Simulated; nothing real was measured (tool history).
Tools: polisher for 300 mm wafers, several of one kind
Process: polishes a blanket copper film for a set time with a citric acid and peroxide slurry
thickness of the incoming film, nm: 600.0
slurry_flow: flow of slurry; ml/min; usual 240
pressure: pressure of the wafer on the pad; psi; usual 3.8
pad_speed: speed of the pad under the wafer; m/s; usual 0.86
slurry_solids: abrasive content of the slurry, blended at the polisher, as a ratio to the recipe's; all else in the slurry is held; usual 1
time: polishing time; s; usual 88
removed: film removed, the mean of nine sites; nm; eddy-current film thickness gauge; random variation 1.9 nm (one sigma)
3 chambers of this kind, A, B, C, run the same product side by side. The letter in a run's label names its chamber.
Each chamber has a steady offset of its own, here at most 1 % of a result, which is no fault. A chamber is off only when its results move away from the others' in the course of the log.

run   hour  slurry_flow  pressure  pad_speed  slurry_solids  time  removed
       1.8  -- chamber B: worn pad replaced by a new one
 1B    7.6          240       3.8       0.86              1    88   185.83
 2A   19.0          240       3.8       0.86              1    88   183.81
      26.2  -- chamber C: slurry blender recalibrated
 3C   26.6          240       3.8       0.86              1    88   183.76
 4B   40.0          240       3.8       0.86              1    88   183.69
 5C   53.5          240       3.8       0.86              1    88   180.52
 6A   65.4          305       5.0       0.86              1    88   243.30
      65.6  -- chamber C: slurry nozzle cleaned
      72.2  -- chamber B: worn pad replaced by a new one
 7A   72.7          305       5.0       0.86              1    88   245.16
 8C   83.2          305       5.0       0.86              1    88   249.06
 9B   95.8          240       3.8       0.86              1    88   183.45
10C  103.9          240       3.8       0.86              1    88   181.66
     110.3  -- chamber A: slurry blender recalibrated
11B  112.3          240       3.8       0.86              1    88   183.87
12A  123.8          240       3.8       1.06              1    88   227.43
     124.0  -- chamber A: worn pad replaced by a new one
     127.8  -- chamber B: slurry blender recalibrated
13A  132.3          240       3.8       1.06              1    88   223.86
     135.5  -- chamber C: worn pad replaced by a new one
     138.1  -- chamber B: worn pad replaced by a new one
14C  145.3          240       3.8       1.06              1    88   221.05
15B  155.6          240       3.8       0.86              1    88   183.25
16B  165.0          240       3.8       0.86              1    88   182.56
17C  177.9          240       3.0       0.68              1    88   116.95
18A  185.4          240       3.0       0.68              1    88   116.65
19B  194.8          240       3.0       0.68              1    88   115.52
     205.2  -- chamber B: worn pad replaced by a new one
20C  207.3          240       3.8       0.86              1    88   181.13
21A  214.5          240       3.8       0.86              1    88   184.28
22C  222.0          240       3.8       0.86              1    88   185.79
23A  232.3          240       3.8       0.86              1    88   185.98
24B  243.9          240       3.8       0.86              1    88   183.19
     252.9  -- chamber C: head pressure recalibrated
25B  253.5          240       3.8       0.86              1    88   180.67
     261.6  -- chamber A: worn pad replaced by a new one
26C  264.8          240       3.8       0.86              1    88   181.79
     265.1  -- chamber C: slurry nozzle cleaned
     275.8  -- chamber C: worn pad replaced by a new one
27A  276.8          310       4.8       0.86              1    88   233.44
     280.7  -- chamber B: worn pad replaced by a new one
28C  285.0          310       4.8       0.86              1    88   237.96
29A  290.9          310       4.8       0.86              1    88   234.39
30B  297.3          240       3.8       0.86              1    88   182.98
31A  305.0          240       3.8       0.86              1    88   179.66
32C  314.2          240       3.8       0.86              1    88   184.57
33B  327.5          240       3.8       0.86              1    88   180.99
34A  337.0          240       3.8       0.86              1    88   185.06
35C  346.5          240       3.8       0.86              1    88   184.60
36B  355.3          240       3.8       0.86              1    88   183.53

Is one chamber off against the others, does the gauge drift, or is nothing wrong? If a chamber is off, say which, and what the likeliest cause is.

No chamber stands off beyond its own small offset, and the gauge holds steady.
